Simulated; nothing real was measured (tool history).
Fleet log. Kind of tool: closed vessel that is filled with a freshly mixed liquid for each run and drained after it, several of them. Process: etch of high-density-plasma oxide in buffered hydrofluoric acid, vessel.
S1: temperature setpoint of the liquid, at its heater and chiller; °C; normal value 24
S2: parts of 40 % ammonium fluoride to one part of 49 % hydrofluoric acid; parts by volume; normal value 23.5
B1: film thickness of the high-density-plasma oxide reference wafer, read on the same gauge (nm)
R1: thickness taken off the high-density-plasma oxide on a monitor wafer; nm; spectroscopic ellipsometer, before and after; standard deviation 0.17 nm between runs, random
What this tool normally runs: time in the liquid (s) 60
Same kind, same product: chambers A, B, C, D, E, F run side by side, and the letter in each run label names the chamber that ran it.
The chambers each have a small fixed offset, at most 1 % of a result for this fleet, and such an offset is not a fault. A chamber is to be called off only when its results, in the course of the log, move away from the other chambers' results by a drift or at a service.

run 1D hour=7.4 | S1=24 S2=23.5 time_in_the_liquid_(s)=60 | B1=149.98 | R1=33.611
run 2A hour=13.8 | S1=24 S2=23.5 time_in_the_liquid_(s)=60 | B1=149.99 | R1=33.913
run 3C hour=20 | S1=24 S2=23.5 time_in_the_liquid_(s)=60 | B1=149.99 | R1=34.114
run 4E hour=26.8 | S1=24 S2=23.5 time_in_the_liquid_(s)=60 | B1=150 | R1=33.354
run 5F hour=34.5 | S1=24 S2=23.5 time_in_the_liquid_(s)=60 | B1=150 | R1=33.681
run 6B hour=41 | S1=24 S2=23.5 time_in_the_liquid_(s)=60 | B1=150.01 | R1=34.09
run 7D hour=49.1 | S1=24 S2=23.5 time_in_the_liquid_(s)=60 | B1=150.01 | R1=33.423
run 8F hour=52.9 | S1=24 S2=23.5 time_in_the_liquid_(s)=60 | B1=149.97 | R1=33.781
run 9E hour=60.8 | S1=24 S2=23.5 time_in_the_liquid_(s)=60 | B1=149.96 | R1=33.594
run 10C hour=68.1 | S1=24 S2=23.5 time_in_the_liquid_(s)=60 | B1=150.02 | R1=34.098
run 11B hour=75.1 | S1=19.5 S2=23.5 time_in_the_liquid_(s)=60 | B1=149.99 | R1=26.386
run 12A hour=79 | S1=19.5 S2=23.5 time_in_the_liquid_(s)=60 | B1=150.03 | R1=26.153
-- hour=84.1 chamber D: thermometer replaced
run 13C hour=84.4 | S1=19.5 S2=23.5 time_in_the_liquid_(s)=60 | B1=150.06 | R1=26.355
run 14D hour=88.2 | S1=19.5 S2=23.5 time_in_the_liquid_(s)=60 | B1=150.03 | R1=26.24
-- hour=93.1 chamber B: thermometer replaced
run 15E hour=93.1 | S1=19.5 S2=23.5 time_in_the_liquid_(s)=60 | B1=149.95 | R1=25.987
run 16A hour=100.8 | S1=19.5 S2=23.5 time_in_the_liquid_(s)=60 | B1=150.03 | R1=26.389
run 17F hour=105.3 | S1=24 S2=23.5 time_in_the_liquid_(s)=60 | B1=149.99 | R1=33.386
run 18B hour=111.6 | S1=24 S2=23.5 time_in_the_liquid_(s)=60 | B1=150.02 | R1=33.301
run 19D hour=117.2 | S1=24 S2=23.5 time_in_the_liquid_(s)=60 | B1=150.04 | R1=34.006
run 20A hour=121.4 | S1=24 S2=23.5 time_in_the_liquid_(s)=70 | B1=150 | R1=39.799
run 21C hour=127.7 | S1=24 S2=23.5 time_in_the_liquid_(s)=70 | B1=149.95 | R1=39.72
run 22B hour=131.9 | S1=24 S2=23.5 time_in_the_liquid_(s)=70 | B1=150.01 | R1=38.545
run 23F hour=139 | S1=24 S2=23.5 time_in_the_liquid_(s)=70 | B1=149.98 | R1=39.607
run 24E hour=144.9 | S1=24 S2=23.5 time_in_the_liquid_(s)=70 | B1=149.95 | R1=39.075
run 25A hour=151.6 | S1=24 S2=23.5 time_in_the_liquid_(s)=70 | B1=149.97 | R1=39.71
run 26D hour=156.5 | S1=24 S2=23.5 time_in_the_liquid_(s)=60 | B1=150 | R1=33.462
run 27C hour=163.1 | S1=24 S2=23.5 time_in_the_liquid_(s)=60 | B1=150.02 | R1=34.041
run 28F hour=167.3 | S1=24 S2=30 time_in_the_liquid_(s)=60 | B1=149.98 | R1=28.249
run 29E hour=173.7 | S1=24 S2=30 time_in_the_liquid_(s)=60 | B1=149.99 | R1=28.381
run 30B hour=178.9 | S1=24 S2=30 time_in_the_liquid_(s)=60 | B1=150 | R1=26.886
run 31D hour=186 | S1=24 S2=30 time_in_the_liquid_(s)=60 | B1=150 | R1=28.305
run 32B hour=190.7 | S1=24 S2=30 time_in_the_liquid_(s)=60 | B1=150.02 | R1=26.784
run 33F hour=197 | S1=24 S2=30 time_in_the_liquid_(s)=60 | B1=149.98 | R1=28.505
run 34A hour=201.6 | S1=24 S2=23.5 time_in_the_liquid_(s)=60 | B1=150.01 | R1=34.014
run 35C hour=207.8 | S1=24 S2=23.5 time_in_the_liquid_(s)=60 | B1=150.06 | R1=34.047
run 36E hour=214.6 | S1=24 S2=23.5 time_in_the_liquid_(s)=60 | B1=149.97 | R1=33.507
run 37B hour=221.8 | S1=20.5 S2=23.5 time_in_the_liquid_(s)=30 | B1=149.99 | R1=13.132
run 38E hour=226.3 | S1=20.5 S2=23.5 time_in_the_liquid_(s)=30 | B1=149.99 | R1=13.806

Does one chamber stand apart from the rest, does the shared gauge drift, or is all well apart from small per-chamber offsets? Give the chamber and the most likely cause, where there is one.

Chamber B drifts away from the others.
What lies behind it: hydrofluoric acid flow below the setpoint (%) = 9.11.

Which of the 4 candidates below, each the usual settings with something changed and its results left as question marks, puts chamber B back in line with what the other chambers give on the usual settings?
A result is in line if it is within this distance of the other chambers' mean on the usual settings: R1 0.6 nm
run 39B-1 hour=232.1 | S1=24 S2=24 time_in_the_liquid_(s)=55 | R1=?
run 39B-2 hour=232.1 | S1=24 S2=23 time_in_the_liquid_(s)=65 | R1=?
run 39B-3 hour=232.1 | S1=24 S2=25.5 time_in_the_liquid_(s)=60 | R1=?
run 39B-4 hour=232.1 | S1=24 S2=21.5 time_in_the_liquid_(s)=60 | R1=?

Mean of the other chambers on the usual settings: R1 33.801 nm
run=39B-1 R1=28.877
run=39B-2 R1=35.126
run=39B-3 R1=30.232
run=39B-4 R1=33.94
39B-4 is the one that brings the chamber's results back in line with the other chambers.
